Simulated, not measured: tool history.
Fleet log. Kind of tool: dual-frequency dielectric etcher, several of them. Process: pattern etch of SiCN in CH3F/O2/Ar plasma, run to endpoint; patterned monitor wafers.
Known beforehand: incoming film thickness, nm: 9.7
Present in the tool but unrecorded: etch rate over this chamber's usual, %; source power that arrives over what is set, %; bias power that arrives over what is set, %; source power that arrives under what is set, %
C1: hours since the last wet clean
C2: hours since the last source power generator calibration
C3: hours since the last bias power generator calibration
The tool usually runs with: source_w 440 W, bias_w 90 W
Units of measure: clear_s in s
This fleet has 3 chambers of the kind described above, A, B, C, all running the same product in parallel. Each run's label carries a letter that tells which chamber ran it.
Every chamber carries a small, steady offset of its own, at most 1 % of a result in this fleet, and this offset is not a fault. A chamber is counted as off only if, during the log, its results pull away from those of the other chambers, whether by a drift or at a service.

{"run": "1B", "day": 0.225, "source_w": 440, "bias_w": 90, "C1": 193.2, "C2": 2930.6, "C3": 1933.5, "clear_s": 22.772}
{"run": "2C", "day": 0.592, "source_w": 440, "bias_w": 90, "C1": 196.1, "C2": 2155.7, "C3": 365.9, "clear_s": 22.99}
{"run": "3A", "day": 1.008, "source_w": 440, "bias_w": 90, "C1": 401.8, "C2": 382.1, "C3": 2547.1, "clear_s": 23.117}
{"run": "4A", "day": 1.296, "source_w": 440, "bias_w": 90, "C1": 408.7, "C2": 389, "C3": 2554, "clear_s": 23.023}
{"run": "5B", "day": 1.55, "source_w": 440, "bias_w": 90, "C1": 225, "C2": 2962.4, "C3": 1965.3, "clear_s": 23.047}
{"run": "6C", "day": 1.954, "source_w": 540, "bias_w": 90, "C1": 228.8, "C2": 2188.4, "C3": 398.6, "clear_s": 21.225}
{"run": "7A", "day": 2.362, "source_w": 540, "bias_w": 90, "C1": 434.3, "C2": 414.6, "C3": 2579.6, "clear_s": 21.385}
{"run": "8C", "day": 2.783, "source_w": 540, "bias_w": 90, "C1": 248.7, "C2": 2208.3, "C3": 418.5, "clear_s": 21.108}
{"run": "9B", "day": 3.179, "source_w": 440, "bias_w": 76, "C1": 264.1, "C2": 3001.5, "C3": 2004.4, "clear_s": 24.413}
{"run": "10A", "day": 3.579, "source_w": 440, "bias_w": 76, "C1": 463.5, "C2": 443.8, "C3": 2608.8, "clear_s": 24.529}
{"run": "11B", "day": 3.817, "source_w": 440, "bias_w": 76, "C1": 279.4, "C2": 3016.8, "C3": 2019.7, "clear_s": 24.211}
{"run": "12C", "day": 4.225, "source_w": 370, "bias_w": 72, "C1": 283.3, "C2": 2242.9, "C3": 453.1, "clear_s": 25.874}
{"run": "13A", "day": 4.612, "source_w": 370, "bias_w": 72, "C1": 488.3, "C2": 468.6, "C3": 2633.6, "clear_s": 26.702}
{"run": "14C", "day": 4.917, "source_w": 370, "bias_w": 72, "C1": 299.9, "C2": 2259.5, "C3": 469.7, "clear_s": 25.692}
{"run": "15B", "day": 5.325, "source_w": 440, "bias_w": 90, "C1": 315.6, "C2": 3053, "C3": 2055.9, "clear_s": 22.717}
{"run": "16B", "day": 5.7, "source_w": 440, "bias_w": 90, "C1": 324.6, "C2": 3062, "C3": 2064.9, "clear_s": 22.843}
{"run": "17A", "day": 5.9, "source_w": 440, "bias_w": 90, "C1": 519.2, "C2": 499.5, "C3": 2664.5, "clear_s": 23.049}
{"run": "18C", "day": 6.092, "source_w": 440, "bias_w": 90, "C1": 328.1, "C2": 2287.7, "C3": 497.9, "clear_s": 22.211}
{"run": "19C", "day": 6.396, "source_w": 440, "bias_w": 90, "C1": 335.4, "C2": 2295, "C3": 505.2, "clear_s": 22.174}
{"run": "20A", "day": 6.692, "source_w": 440, "bias_w": 90, "C1": 538.2, "C2": 518.5, "C3": 2683.5, "clear_s": 23.002}

Decide between three cases: one chamber stands off from its peers, the gauge reading all wafers drifts, or nothing is wrong past each chamber's small offset. Where a chamber is off, say which and what most likely put it there.

It is chamber C that slowly wanders off from its peers.
Likeliest cause: etch rate over this chamber's usual, % = 5.13.

Here are 4 candidates for chamber C's next run, each the usual settings with a change, their results left as question marks. Which one brings its results back in line with what the others give on the usual settings?
In line here means within this much of the mean the other chambers give on the usual settings: clear_s 0.36 s
{"run": "21C-1", "day": 7.0, "source_w": 400, "bias_w": 82, "clear_s": "?"}
{"run": "21C-2", "day": 7.0, "source_w": 420, "bias_w": 85, "clear_s": "?"}
{"run": "21C-3", "day": 7.0, "source_w": 480, "bias_w": 98, "clear_s": "?"}
{"run": "21C-4", "day": 7.0, "source_w": 490, "bias_w": 90, "clear_s": "?"}

The other chambers' mean on the usual settings: clear_s 22.941 s
run=21C-1 clear_s=23.549
run=21C-2 clear_s=22.835
run=21C-3 clear_s=20.651
run=21C-4 clear_s=21.14
The right change is 21C-2: it brings the chamber back within the allowed miss of the others.
